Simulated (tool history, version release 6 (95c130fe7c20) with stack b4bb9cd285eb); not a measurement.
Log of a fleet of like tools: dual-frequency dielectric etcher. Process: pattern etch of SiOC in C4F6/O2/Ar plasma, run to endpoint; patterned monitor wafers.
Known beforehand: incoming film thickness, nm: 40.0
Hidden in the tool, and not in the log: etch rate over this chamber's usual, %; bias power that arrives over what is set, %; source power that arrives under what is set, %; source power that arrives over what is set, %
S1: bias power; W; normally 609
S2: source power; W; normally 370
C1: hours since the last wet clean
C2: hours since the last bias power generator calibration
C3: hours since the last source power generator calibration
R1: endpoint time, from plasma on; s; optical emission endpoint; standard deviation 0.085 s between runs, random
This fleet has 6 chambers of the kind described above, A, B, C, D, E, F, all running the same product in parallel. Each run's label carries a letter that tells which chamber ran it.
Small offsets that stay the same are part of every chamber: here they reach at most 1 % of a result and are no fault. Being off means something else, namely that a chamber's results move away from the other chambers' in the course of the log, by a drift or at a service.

run	day	S1	S2	C1	C2	C3	R1
1F	0.525	609	370	584.6	1194.4	1977.7	12.805
2B	0.942	609	370	246.4	2983.3	1361.9	12.839
3C	1.312	609	370	466.6	698.6	442.9	12.64
# day 1.538: chamber F: wet clean of the chamber
4E	1.571	609	370	344.7	1595.8	2735	12.869
5D	2.096	609	370	104.8	2133.9	1584.1	12.759
6A	2.433	609	370	236.6	376.4	3603.2	12.922
7A	2.85	609	370	246.6	386.4	3613.2	12.936
8E	3.125	609	370	382	1633.1	2772.3	12.873
9B	3.467	609	370	307	3043.9	1422.5	12.836
# day 3.938: chamber D: source power generator calibrated
10C	3.992	609	370	530.9	762.9	507.2	12.827
# day 4.067: chamber D: bias power generator calibrated
11F	4.362	609	370	67.9	1286.5	2069.8	12.888
12D	4.712	654	330	167.6	15.5	18.7	13.215
13C	5.029	654	330	555.8	787.8	532.1	13.105
14F	5.308	654	330	90.6	1309.2	2092.5	12.972
15D	5.638	654	330	189.8	37.7	40.9	13.135
# day 5.858: chamber C: wet clean of the chamber
# day 6.121: chamber B: bias power generator calibrated
16A	6.158	654	330	326	465.8	3692.6	12.985
17E	6.525	654	330	463.6	1714.7	2853.9	12.922
18B	6.892	746	370	389.2	18.6	1504.7	11.843
19C	7.246	746	370	33.3	841	585.3	11.809
20F	7.596	746	370	145.5	1364.1	2147.4	11.953
21A	7.871	746	370	367.1	506.9	3733.7	11.856
22B	8.258	746	370	422	51.4	1537.5	11.725
23E	8.517	746	370	511.4	1762.5	2901.7	11.506
24D	9.033	609	370	271.3	119.2	122.4	12.989
25A	9.562	609	370	407.7	547.5	3774.3	12.86
26F	10.117	609	370	206	1424.6	2207.9	12.959
27C	10.512	609	370	111.7	919.4	663.7	12.94
# day 10.817: chamber B: wet clean of the chamber
28B	11.008	609	370	4.7	117.4	1603.5	12.674
29E	11.288	609	370	577.9	1829	2968.2	12.38
30D	11.554	609	370	331.8	179.7	182.9	13.064
31C	11.992	609	370	147.2	954.9	699.2	12.753
# day 12.029: chamber D: wet clean of the chamber
32B	12.454	609	420	39.4	152.1	1638.2	12.134
# day 12.517: chamber A: wet clean of the chamber
33E	12.783	609	420	613.8	1864.9	3004.1	11.903
34D	13.071	609	420	25.1	216.1	219.3	12.249
35F	13.504	609	420	287.3	1505.9	2289.2	12.333
36A	13.992	609	420	35.4	653.8	3880.6	12.544
37A	14.242	609	420	41.4	659.8	3886.6	12.297
38D	14.708	609	400	64.4	255.4	258.6	12.525
39B	15.017	609	400	100.9	213.6	1699.7	12.355
40C	15.392	609	400	228.8	1036.5	780.8	12.499
41F	15.767	609	400	341.6	1560.2	2343.5	12.598
42E	16.125	609	400	694	1945.1	3084.3	11.939
43B	16.388	609	400	133.8	246.5	1732.6	12.233

For the next run the whole fleet of 6 chambers uses the same settings. Give each chamber's results:
44A	16.783	609	330				?
44B	16.783	609	330				?
44C	16.783	609	330				?
44D	16.783	609	330				?
44E	16.783	609	330				?
44F	16.783	609	330				?

run	R1
44A	13.221
44B	13.249
44C	13.243
44D	13.552
44E	12.714
44F	13.378
